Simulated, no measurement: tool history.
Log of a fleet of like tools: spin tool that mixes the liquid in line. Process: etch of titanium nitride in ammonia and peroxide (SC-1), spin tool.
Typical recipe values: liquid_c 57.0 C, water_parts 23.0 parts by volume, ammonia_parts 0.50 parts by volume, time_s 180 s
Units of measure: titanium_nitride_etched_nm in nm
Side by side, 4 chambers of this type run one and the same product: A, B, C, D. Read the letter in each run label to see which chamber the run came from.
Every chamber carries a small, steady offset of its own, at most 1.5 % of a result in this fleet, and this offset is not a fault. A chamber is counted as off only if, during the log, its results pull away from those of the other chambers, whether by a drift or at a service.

run   hour  liquid_c  water_parts  ammonia_parts  time_s  read-back film thickness of the titanium nitride reference wafer, read on the same gauge (nm)  titanium_nitride_etched_nm
 1A    8.6      57.0         23.0           0.50     180                                                                                         70.028                     10.7390
 2C   19.3      57.0         23.0           0.50     180                                                                                         70.005                     10.6410
 3B   29.2      57.0         23.0           0.50     180                                                                                         69.979                     10.7660
      35.8  -- chamber C: new drum of ammonia solution connected
 4D   37.1      57.0         23.0           0.50     180                                                                                         70.016                     10.5920
      37.4  -- chamber D: new drum of ammonia solution connected
 5B   49.3      57.0         23.0           0.50     180                                                                                         70.015                     10.7800
 6C   62.1      57.0         23.0           0.50     180                                                                                         69.992                     10.6770
 7A   73.3      57.0         33.5           0.40     180                                                                                         70.000                      8.3954
 8D   80.8      57.0         33.5           0.40     180                                                                                         69.950                      8.3881
 9D   91.6      57.0         33.5           0.40     180                                                                                         69.995                      8.3285
10B  104.5      57.0         33.5           0.40     180                                                                                         69.985                      8.3496
11C  115.0      57.0         23.0           0.35     180                                                                                         69.986                     10.0300
12A  121.9      57.0         23.0           0.35     180                                                                                         69.988                      9.9104
     123.9  -- chamber A: ammonia flow meter replaced
13C  130.9      57.0         23.0           0.35     180                                                                                         70.008                      9.9341
14A  142.3      57.0         23.0           0.35     180                                                                                         69.998                      9.9670
15B  155.6      57.0         23.0           0.50     180                                                                                         69.991                     10.6010
16D  164.7      57.0         23.0           0.50     180                                                                                         70.014                     10.6110
17A  174.9      57.0         23.0           0.50     180                                                                                         70.011                     10.5780
18C  186.2      63.0         23.0           0.50     115                                                                                         69.961                     10.1370
19D  194.8      63.0         23.0           0.50     115                                                                                         70.019                     10.1930
     197.3  -- chamber D: thermometer replaced
20B  206.5      63.0         23.0           0.50     115                                                                                         70.005                     10.0540
21B  218.0      63.0         23.0           0.50     115                                                                                         69.969                     10.2530
22D  226.6      57.0         23.0           0.50     180                                                                                         70.016                     10.6090
     238.8  -- chamber A: thermometer replaced
23C  239.3      57.0         23.0           0.50     180                                                                                         70.008                     10.7550
24A  247.8      57.0         23.0           0.50     180                                                                                         69.995                     10.4880
     249.7  -- chamber C: heated supply line repaired
25C  260.8      57.0         23.0           0.50     180                                                                                         69.941                     10.7520
26A  272.8      57.0         23.0           0.50     180                                                                                         69.999                     10.3280
27D  284.5      57.0         23.0           0.50     180                                                                                         70.001                     10.5030
28B  297.7      65.5         23.0           0.50     230                                                                                         69.982                     23.8110
29B  311.2      65.5         23.0           0.50     230                                                                                         69.992                     24.1370
30C  318.2      65.5         23.0           0.50     230                                                                                         69.982                     23.8080
31A  330.8      65.5         23.0           0.50     230                                                                                         69.999                     22.9730
32D  339.1      57.0         23.0           0.50     180                                                                                         69.970                     10.7400
33B  349.7      57.0         23.0           0.50     180                                                                                         70.017                     10.7350
34A  359.5      49.5         32.0           0.50     180                                                                                         70.016                      5.0860
35C  366.6      49.5         32.0           0.50     180                                                                                         70.024                      5.2377
36D  377.2      49.5         32.0           0.50     180                                                                                         70.009                      5.2534
     384.6  -- chamber B: new drum of ammonia solution connected
37D  387.6      49.5         32.0           0.50     180                                                                                         69.986                      5.2666
38B  395.7      57.0         23.0           0.50     180                                                                                         69.984                     10.6130
39A  406.5      57.0         23.0           0.50     180                                                                                         70.028                     10.1890

For the next run the whole fleet of 4 chambers uses the same settings. Give each chamber's results:
40A  416.4      57.0         23.0           0.50      80                                                                                                                          ?
40B  416.4      57.0         23.0           0.50      80                                                                                                                          ?
40C  416.4      57.0         23.0           0.50      80                                                                                                                          ?
40D  416.4      57.0         23.0           0.50      80                                                                                                                          ?

run  titanium_nitride_etched_nm
40A                      4.4869
40B                      4.7954
40C                      4.7658
40D                      4.7554
